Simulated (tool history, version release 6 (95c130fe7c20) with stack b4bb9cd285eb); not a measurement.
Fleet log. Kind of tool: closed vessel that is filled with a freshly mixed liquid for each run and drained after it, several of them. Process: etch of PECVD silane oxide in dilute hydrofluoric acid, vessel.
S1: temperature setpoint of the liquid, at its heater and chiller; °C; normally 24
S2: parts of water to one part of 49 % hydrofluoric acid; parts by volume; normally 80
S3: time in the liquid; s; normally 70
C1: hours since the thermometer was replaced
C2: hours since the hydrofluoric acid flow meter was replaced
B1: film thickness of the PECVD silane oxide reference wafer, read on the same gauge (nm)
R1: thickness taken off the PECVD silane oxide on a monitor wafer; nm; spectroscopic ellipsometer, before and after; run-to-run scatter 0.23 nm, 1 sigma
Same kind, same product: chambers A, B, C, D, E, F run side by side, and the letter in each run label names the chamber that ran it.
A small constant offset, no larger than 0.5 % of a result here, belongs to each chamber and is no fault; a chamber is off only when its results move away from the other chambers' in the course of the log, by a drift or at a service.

run   hour  S1   S2  S3      C1      C2      B1      R1
       4.7  -- chamber C: thermometer replaced
 1B    5.7  24   80  70  1526.0   564.7  49.961  31.677
 2A   14.9  24   80  70   412.8   869.9  49.980  31.816
 3E   23.3  24   80  70    46.7   440.3  50.040  31.645
 4F   30.5  24   80  70   634.0   588.8  50.018  31.669
 5D   38.6  24   80  70  1701.3   613.8  49.979  31.230
 6C   45.3  26   80  55    40.7   272.8  50.032  27.003
 7B   51.2  26   80  55  1571.5   610.2  49.936  26.935
 8D   60.6  26   80  55  1723.3   635.8  49.981  26.923
 9F   66.1  26   80  55   669.6   624.4  49.992  27.005
10E   75.0  26   80  55    98.4   492.0  49.987  27.043
11A   81.3  26   80  55   479.2   936.3  50.026  26.950
12C   87.9  24   80  70    83.3   315.4  50.021  31.384
13C   93.5  24   80  70    88.9   321.0  49.999  31.383
14E   98.1  24   80  70   121.5   515.1  49.958  31.489
15F  105.2  24   80  70   708.7   663.5  50.011  31.950
16B  110.5  24   80  70  1630.8   669.5  49.946  31.781
17A  118.5  24   80  70   516.4   973.5  49.972  32.083
18D  126.7  24   80  70  1789.4   701.9  49.968  32.034
19A  131.5  24  110  40   529.4   986.5  49.959  12.586
20E  139.0  24  110  40   162.4   556.0  49.974  12.583
21B  146.7  24  110  40  1667.0   705.7  49.990  12.706
22F  151.5  24  110  40   755.0   709.8  50.014  12.687
23D  158.8  24  110  40  1821.5   734.0  50.033  13.089
24C  163.3  24  110  40   158.7   390.8  49.973  12.809
25B  168.4  24   80  70  1688.7   727.4  49.996  31.793
26C  174.1  24   80  70   169.5   401.6  49.979  31.767
27F  180.9  24   80  70   784.4   739.2  49.978  31.888
28A  187.0  24   80  70   584.9  1042.0  50.059  31.482
29D  195.7  24   80  70  1858.4   770.9  49.952  33.128
30E  203.5  24   80  70   226.9   620.5  49.991  31.769
31E  209.4  24   80  70   232.8   626.4  50.042  31.758
32B  216.8  24   80  70  1737.1   775.8  50.033  31.835
33C  222.9  24   80  70   218.3   450.4  50.035  31.251
     226.6  -- chamber B: hydrofluoric acid flow meter replaced
34A  229.0  24   80  70   626.9  1084.0  49.978  31.119
35F  235.8  24   80  70   839.3   794.1  50.009  31.428
     238.0  -- chamber C: hydrofluoric acid flow meter replaced
36D  242.9  24   80  70  1905.6   818.1  49.979  33.664
37F  249.5  24   80  70   853.0   807.8  49.945  32.145
38B  254.2  24   80  70  1774.5    27.6  50.023  31.614
39C  259.6  24   80  70   255.0    21.7  49.972  31.392
40E  268.8  24   80  70   292.2   685.8  50.017  31.079
41D  274.0  24   80  70  1936.7   849.2  50.024  33.821
42A  280.0  24   80  70   677.9  1135.0  49.955  31.330
43E  288.2  24   80  70   311.6   705.2  50.045  32.240

Is one chamber off against the others, does the gauge drift, or is nothing wrong? If a chamber is off, say which, and what the likeliest cause is.

It is chamber D that slowly wanders off from its peers.
Most likely cause: hydrofluoric acid flow above the setpoint (%) = 6.85.
The log may not separate it from: liquid hotter than its thermometer reads (K).

Which of the 4 candidates below, each the usual settings with something changed and its results left as question marks, puts chamber D back in line with what the other chambers give on the usual settings?
To be in line, a result may differ from the other chambers' mean on the usual settings by at most: R1 0.820 nm
44D-1  295.1  24  80  75               ?
44D-2  295.1  24  75  75               ?
44D-3  295.1  24  85  65               ?
44D-4  295.1  24  80  65               ?

On the usual settings, the other chambers give on average: R1 31.681 nm
  run      R1
44D-1  36.347
44D-2  38.992
44D-3  29.476
44D-4  31.501
The answer is 44D-4, which returns the chamber to within the allowed miss of the others.
